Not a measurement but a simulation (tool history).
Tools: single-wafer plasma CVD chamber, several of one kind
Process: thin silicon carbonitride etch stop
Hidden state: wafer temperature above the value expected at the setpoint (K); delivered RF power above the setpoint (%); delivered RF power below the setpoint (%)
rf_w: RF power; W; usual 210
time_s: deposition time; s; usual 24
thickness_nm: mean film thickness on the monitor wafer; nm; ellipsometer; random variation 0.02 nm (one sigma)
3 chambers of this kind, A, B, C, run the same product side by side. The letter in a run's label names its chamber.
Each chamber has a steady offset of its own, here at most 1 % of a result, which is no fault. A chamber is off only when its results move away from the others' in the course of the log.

| run | day | rf_w | time_s | hours since the last thermocouple change | hours since the last RF generator calibration | read-back reference wafer on the same gauge, thickness_nm | thickness_nm |
|---|---|---|---|---|---|---|---|
| 1B | 0.292 | 210 | 24 | 2194.4 | 1433 | 13.595 | 13.748 |
| 2C | 0.508 | 210 | 24 | 733.1 | 535.8 | 13.589 | 13.844 |
| 3A | 0.708 | 210 | 24 | 985.4 | 372 | 13.589 | 13.814 |
| 4B | 0.867 | 210 | 24 | 2208.2 | 1446.8 | 13.588 | 13.721 |
| 5C | 1.112 | 210 | 24 | 747.6 | 550.3 | 13.585 | 13.845 |
| 6A | 1.292 | 210 | 24 | 999.4 | 386 | 13.588 | 13.788 |
| 7C | 1.479 | 210 | 24 | 756.4 | 559.1 | 13.583 | 13.849 |
| 8A | 1.696 | 210 | 24 | 1009.1 | 395.7 | 13.577 | 13.845 |
| 9B | 1.904 | 240 | 24 | 2233.1 | 1471.7 | 13.576 | 14.341 |
| 10B | 2.054 | 240 | 24 | 2236.7 | 1475.3 | 13.579 | 14.33 |
| 11A | 2.217 | 240 | 24 | 1021.6 | 408.2 | 13.579 | 14.361 |
|  | 2.279 | chamber C: thermocouple changed; heater temperature recalibrated |
| 12C | 2.354 | 230 | 20.9 | 1.8 | 580.1 | 13.58 | 12.386 |
| 13A | 2.596 | 230 | 20.9 | 1030.7 | 417.3 | 13.569 | 12.342 |
| 14B | 2.758 | 230 | 20.9 | 2253.6 | 1492.2 | 13.564 | 12.291 |
| 15C | 2.917 | 210 | 24 | 15.3 | 593.6 | 13.568 | 13.831 |
| 16C | 3.079 | 210 | 24 | 19.2 | 597.5 | 13.564 | 13.799 |
| 17A | 3.258 | 210 | 24 | 1046.6 | 433.2 | 13.564 | 13.797 |
| 18B | 3.396 | 210 | 24 | 2268.9 | 1507.5 | 13.565 | 13.741 |
| 19A | 3.525 | 210 | 24 | 1053 | 439.6 | 13.564 | 13.773 |
| 20B | 3.783 | 210 | 24 | 2278.2 | 1516.8 | 13.555 | 13.719 |
| 21C | 4 | 245 | 28.2 | 41.3 | 619.6 | 13.556 | 17.026 |
| 22C | 4.221 | 245 | 28.2 | 46.6 | 624.9 | 13.552 | 16.987 |
| 23B | 4.458 | 245 | 28.2 | 2294.4 | 1533 | 13.548 | 16.872 |
| 24A | 4.704 | 210 | 24 | 1081.3 | 467.9 | 13.547 | 13.776 |
| 25A | 4.854 | 210 | 24 | 1084.9 | 471.5 | 13.542 | 13.804 |
| 26B | 5.121 | 210 | 24 | 2310.3 | 1548.9 | 13.547 | 13.7 |
| 27C | 5.367 | 210 | 24 | 74.1 | 652.4 | 13.537 | 13.855 |
| 28C | 5.575 | 210 | 24 | 79.1 | 657.4 | 13.538 | 13.812 |
| 29A | 5.725 | 210 | 24 | 1105.8 | 492.4 | 13.538 | 13.742 |
| 30B | 5.908 | 210 | 24 | 2329.2 | 1567.8 | 13.526 | 13.676 |
| 31B | 6.117 | 210 | 24 | 2334.2 | 1572.8 | 13.529 | 13.68 |
| 32A | 6.367 | 210 | 24 | 1121.2 | 507.8 | 13.528 | 13.762 |
| 33C | 6.504 | 210 | 24 | 101.4 | 679.7 | 13.526 | 13.782 |
| 34C | 6.633 | 210 | 24 | 104.5 | 682.8 | 13.517 | 13.799 |
| 35B | 6.875 | 210 | 24 | 2352.4 | 1591 | 13.521 | 13.66 |

All 3 chambers run these settings next. Forecast each chamber's results:
| 36A | 7.088 | 210 | 24 |  |  |  | ? |
| 36B | 7.088 | 210 | 24 |  |  |  | ? |
| 36C | 7.088 | 210 | 24 |  |  |  | ? |

| run | thickness_nm |
|---|---|
| 36A | 13.758 |
| 36B | 13.711 |
| 36C | 13.787 |
